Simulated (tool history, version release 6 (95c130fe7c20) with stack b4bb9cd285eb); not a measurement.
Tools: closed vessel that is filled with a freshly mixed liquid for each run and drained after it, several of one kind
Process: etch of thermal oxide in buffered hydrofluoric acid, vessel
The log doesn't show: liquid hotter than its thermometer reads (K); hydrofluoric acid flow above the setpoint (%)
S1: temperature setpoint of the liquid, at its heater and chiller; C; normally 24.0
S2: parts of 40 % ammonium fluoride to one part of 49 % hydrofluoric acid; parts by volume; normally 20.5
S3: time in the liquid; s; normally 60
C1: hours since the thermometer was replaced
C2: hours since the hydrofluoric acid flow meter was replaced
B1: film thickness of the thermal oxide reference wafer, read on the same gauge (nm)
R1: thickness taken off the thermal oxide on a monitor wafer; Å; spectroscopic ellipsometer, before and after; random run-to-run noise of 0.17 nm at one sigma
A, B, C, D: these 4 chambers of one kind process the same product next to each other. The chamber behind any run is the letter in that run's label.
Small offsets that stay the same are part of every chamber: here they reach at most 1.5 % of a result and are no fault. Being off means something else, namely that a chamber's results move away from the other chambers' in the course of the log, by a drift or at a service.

run,hour,S1,S2,S3,C1,C2,B1,R1
1D,10.2,24.0,20.5,60,339.5,888.9,150.02,348.19
2A,16.3,24.0,20.5,60,517.6,504.0,150.01,354.86
3B,22.4,24.0,20.5,60,2267.5,963.6,149.97,354.44
4C,32.1,24.0,20.5,60,641.6,319.4,149.98,350.19
5A,43.9,24.0,20.5,60,545.2,531.6,149.97,355.00
6D,54.9,24.0,20.5,60,384.2,933.6,149.94,349.23
7C,67.0,24.0,20.5,60,676.5,354.3,150.01,350.23
8B,79.0,24.0,20.5,60,2324.1,1020.2,150.01,353.42
9B,87.6,24.0,20.5,60,2332.7,1028.8,149.98,352.05
10D,94.7,24.0,20.5,60,424.0,973.4,149.96,349.37
11A,104.1,24.0,20.5,60,605.4,591.8,150.02,357.87
12C,111.8,24.0,20.5,60,721.3,399.1,150.01,350.03
13C,121.8,24.0,20.5,60,731.3,409.1,150.02,350.17
# hour 130.2: chamber D: thermometer replaced
14B,131.7,20.5,13.5,60,2376.8,1072.9,149.97,437.81
15D,141.3,20.5,13.5,60,11.2,1020.0,149.99,434.65
16A,149.1,20.5,13.5,60,650.4,636.8,149.97,455.44
17A,157.8,20.5,13.5,60,659.1,645.5,150.02,458.26
18B,168.2,20.5,20.5,60,2413.3,1109.4,149.98,291.41
19C,175.5,20.5,20.5,60,785.0,462.8,149.95,291.14
20D,182.1,20.5,20.5,60,52.0,1060.8,150.03,288.23
21D,189.4,20.5,20.5,60,59.3,1068.1,149.99,288.14
22A,201.9,24.0,20.5,60,703.2,689.6,150.00,367.00
23B,212.0,24.0,20.5,60,2457.1,1153.2,150.03,354.09
24C,219.1,24.0,25.0,30,828.6,506.4,149.98,151.77

For the next run the whole fleet of 4 chambers uses the same settings. Give each chamber's results:
25A,228.4,24.0,20.5,60,,,,?
25B,228.4,24.0,20.5,60,,,,?
25C,228.4,24.0,20.5,60,,,,?
25D,228.4,24.0,20.5,60,,,,?

run,R1
25A,373.95
25B,355.03
25C,347.06
25D,350.94

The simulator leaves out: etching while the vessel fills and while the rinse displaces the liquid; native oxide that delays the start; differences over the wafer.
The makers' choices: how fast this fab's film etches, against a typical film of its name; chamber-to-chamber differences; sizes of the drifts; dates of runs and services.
